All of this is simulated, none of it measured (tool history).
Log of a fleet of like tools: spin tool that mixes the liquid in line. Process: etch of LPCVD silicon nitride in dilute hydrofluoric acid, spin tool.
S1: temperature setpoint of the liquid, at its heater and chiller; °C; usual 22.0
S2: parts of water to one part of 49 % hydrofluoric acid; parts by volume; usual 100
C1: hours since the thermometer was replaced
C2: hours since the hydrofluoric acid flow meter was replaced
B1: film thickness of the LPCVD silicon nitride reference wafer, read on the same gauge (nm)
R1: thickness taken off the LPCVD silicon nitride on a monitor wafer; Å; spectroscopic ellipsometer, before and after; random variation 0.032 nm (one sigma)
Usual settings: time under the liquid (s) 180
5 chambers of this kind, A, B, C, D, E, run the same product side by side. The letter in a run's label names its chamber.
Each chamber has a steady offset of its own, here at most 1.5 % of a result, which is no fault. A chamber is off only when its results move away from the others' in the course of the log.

{"run": "1C", "day": 0.367, "S1": 22.0, "S2": 100, "time under the liquid (s)": 180, "C1": 499.4, "C2": 1640.3, "B1": 39.988, "R1": 7.5572}
{"run": "2A", "day": 0.525, "S1": 22.0, "S2": 100, "time under the liquid (s)": 180, "C1": 1457.1, "C2": 1059.1, "B1": 40.022, "R1": 7.4998}
{"run": "3B", "day": 0.712, "S1": 22.0, "S2": 100, "time under the liquid (s)": 180, "C1": 230.9, "C2": 1491.5, "B1": 39.965, "R1": 7.7796}
{"run": "4D", "day": 0.975, "S1": 22.0, "S2": 100, "time under the liquid (s)": 180, "C1": 1779.7, "C2": 1201.2, "B1": 40.029, "R1": 7.6035}
{"run": "5E", "day": 1.288, "S1": 22.0, "S2": 100, "time under the liquid (s)": 180, "C1": 563.1, "C2": 1204.3, "B1": 39.976, "R1": 7.1596}
{"run": "6D", "day": 1.462, "S1": 22.0, "S2": 100, "time under the liquid (s)": 180, "C1": 1791.4, "C2": 1212.9, "B1": 40.007, "R1": 7.3713}
{"run": "7A", "day": 1.688, "S1": 24.0, "S2": 100, "time under the liquid (s)": 180, "C1": 1485.0, "C2": 1087.0, "B1": 39.974, "R1": 8.0944}
{"run": "8B", "day": 2.042, "S1": 24.0, "S2": 100, "time under the liquid (s)": 180, "C1": 262.8, "C2": 1523.4, "B1": 40.009, "R1": 8.2636}
{"run": "9E", "day": 2.304, "S1": 24.0, "S2": 100, "time under the liquid (s)": 180, "C1": 587.5, "C2": 1228.7, "B1": 39.995, "R1": 8.331}
{"run": "10C", "day": 2.542, "S1": 24.0, "S2": 100, "time under the liquid (s)": 180, "C1": 551.6, "C2": 1692.5, "B1": 39.988, "R1": 8.0325}
{"run": "11B", "day": 2.788, "S1": 24.0, "S2": 100, "time under the liquid (s)": 180, "C1": 280.7, "C2": 1541.3, "B1": 39.996, "R1": 8.3043}
{"run": "12E", "day": 3.117, "S1": 22.0, "S2": 100, "time under the liquid (s)": 180, "C1": 607.0, "C2": 1248.2, "B1": 39.981, "R1": 7.3218}
{"run": "13D", "day": 3.325, "S1": 22.0, "S2": 100, "time under the liquid (s)": 180, "C1": 1836.1, "C2": 1257.6, "B1": 40.031, "R1": 7.4007}
{"run": "14A", "day": 3.492, "S1": 22.0, "S2": 100, "time under the liquid (s)": 180, "C1": 1528.3, "C2": 1130.3, "B1": 39.971, "R1": 7.2239}
{"run": "15C", "day": 3.788, "S1": 22.0, "S2": 100, "time under the liquid (s)": 180, "C1": 581.5, "C2": 1722.4, "B1": 40.001, "R1": 6.9724}
{"run": "16A", "day": 3.971, "S1": 22.0, "S2": 100, "time under the liquid (s)": 180, "C1": 1539.8, "C2": 1141.8, "B1": 40.01, "R1": 7.3241}
{"run": "17B", "day": 4.312, "S1": 22.0, "S2": 100, "time under the liquid (s)": 180, "C1": 317.3, "C2": 1577.9, "B1": 40.016, "R1": 7.2048}
{"run": "18E", "day": 4.625, "S1": 22.0, "S2": 115, "time under the liquid (s)": 180, "C1": 643.2, "C2": 1284.4, "B1": 39.955, "R1": 6.3548}
{"run": "19D", "day": 4.967, "S1": 22.0, "S2": 115, "time under the liquid (s)": 180, "C1": 1875.5, "C2": 1297.0, "B1": 39.956, "R1": 6.3807}
{"run": "20C", "day": 5.275, "S1": 22.0, "S2": 115, "time under the liquid (s)": 180, "C1": 617.2, "C2": 1758.1, "B1": 40.045, "R1": 6.3635}
{"day": 5.35, "done": "chamber C: hydrofluoric acid flow meter replaced"}
{"run": "21D", "day": 5.446, "S1": 22.0, "S2": 115, "time under the liquid (s)": 180, "C1": 1887.0, "C2": 1308.5, "B1": 39.939, "R1": 6.3002}
{"run": "22B", "day": 5.721, "S1": 22.0, "S2": 115, "time under the liquid (s)": 180, "C1": 351.1, "C2": 1611.7, "B1": 39.969, "R1": 6.86}
{"run": "23E", "day": 5.892, "S1": 22.0, "S2": 100, "time under the liquid (s)": 180, "C1": 673.6, "C2": 1314.8, "B1": 40.019, "R1": 6.9571}
{"run": "24C", "day": 6.071, "S1": 22.0, "S2": 100, "time under the liquid (s)": 180, "C1": 636.3, "C2": 17.3, "B1": 39.951, "R1": 6.9993}
{"run": "25A", "day": 6.442, "S1": 18.5, "S2": 125, "time under the liquid (s)": 180, "C1": 1599.1, "C2": 1201.1, "B1": 39.994, "R1": 4.8349}
{"run": "26C", "day": 6.675, "S1": 18.5, "S2": 125, "time under the liquid (s)": 180, "C1": 650.8, "C2": 31.8, "B1": 40.025, "R1": 4.522}
{"run": "27B", "day": 6.858, "S1": 18.5, "S2": 125, "time under the liquid (s)": 180, "C1": 378.4, "C2": 1639.0, "B1": 39.992, "R1": 4.4323}
{"day": 7.129, "done": "chamber C: thermometer replaced"}
{"run": "28D", "day": 7.138, "S1": 18.5, "S2": 125, "time under the liquid (s)": 180, "C1": 1927.6, "C2": 1349.1, "B1": 39.985, "R1": 4.7708}
{"day": 7.471, "done": "chamber B: hydrofluoric acid flow meter replaced"}
{"run": "29A", "day": 7.475, "S1": 18.5, "S2": 125, "time under the liquid (s)": 180, "C1": 1623.9, "C2": 1225.9, "B1": 40.014, "R1": 4.5818}
{"run": "30E", "day": 7.708, "S1": 22.0, "S2": 100, "time under the liquid (s)": 180, "C1": 717.2, "C2": 1358.4, "B1": 40.015, "R1": 7.3139}
{"run": "31E", "day": 7.912, "S1": 22.0, "S2": 100, "time under the liquid (s)": 180, "C1": 722.1, "C2": 1363.3, "B1": 39.978, "R1": 7.2752}
{"run": "32B", "day": 8.108, "S1": 22.0, "S2": 100, "time under the liquid (s)": 180, "C1": 408.4, "C2": 15.4, "B1": 40.012, "R1": 7.2664}
{"run": "33D", "day": 8.375, "S1": 22.0, "S2": 100, "time under the liquid (s)": 180, "C1": 1957.3, "C2": 1378.8, "B1": 40.03, "R1": 7.4897}
{"run": "34C", "day": 8.671, "S1": 22.0, "S2": 100, "time under the liquid (s)": 180, "C1": 37.1, "C2": 79.7, "B1": 39.985, "R1": 7.3069}

All 5 chambers run these settings next. Forecast each chamber's results:
{"run": "35A", "day": 8.933, "S1": 22.0, "S2": 100, "time under the liquid (s)": 285, "R1": "?"}
{"run": "35B", "day": 8.933, "S1": 22.0, "S2": 100, "time under the liquid (s)": 285, "R1": "?"}
{"run": "35C", "day": 8.933, "S1": 22.0, "S2": 100, "time under the liquid (s)": 285, "R1": "?"}
{"run": "35D", "day": 8.933, "S1": 22.0, "S2": 100, "time under the liquid (s)": 285, "R1": "?"}
{"run": "35E", "day": 8.933, "S1": 22.0, "S2": 100, "time under the liquid (s)": 285, "R1": "?"}

run=35A R1=11.6490
run=35B R1=11.2580
run=35C R1=12.7830
run=35D R1=10.4850
run=35E R1=10.5390
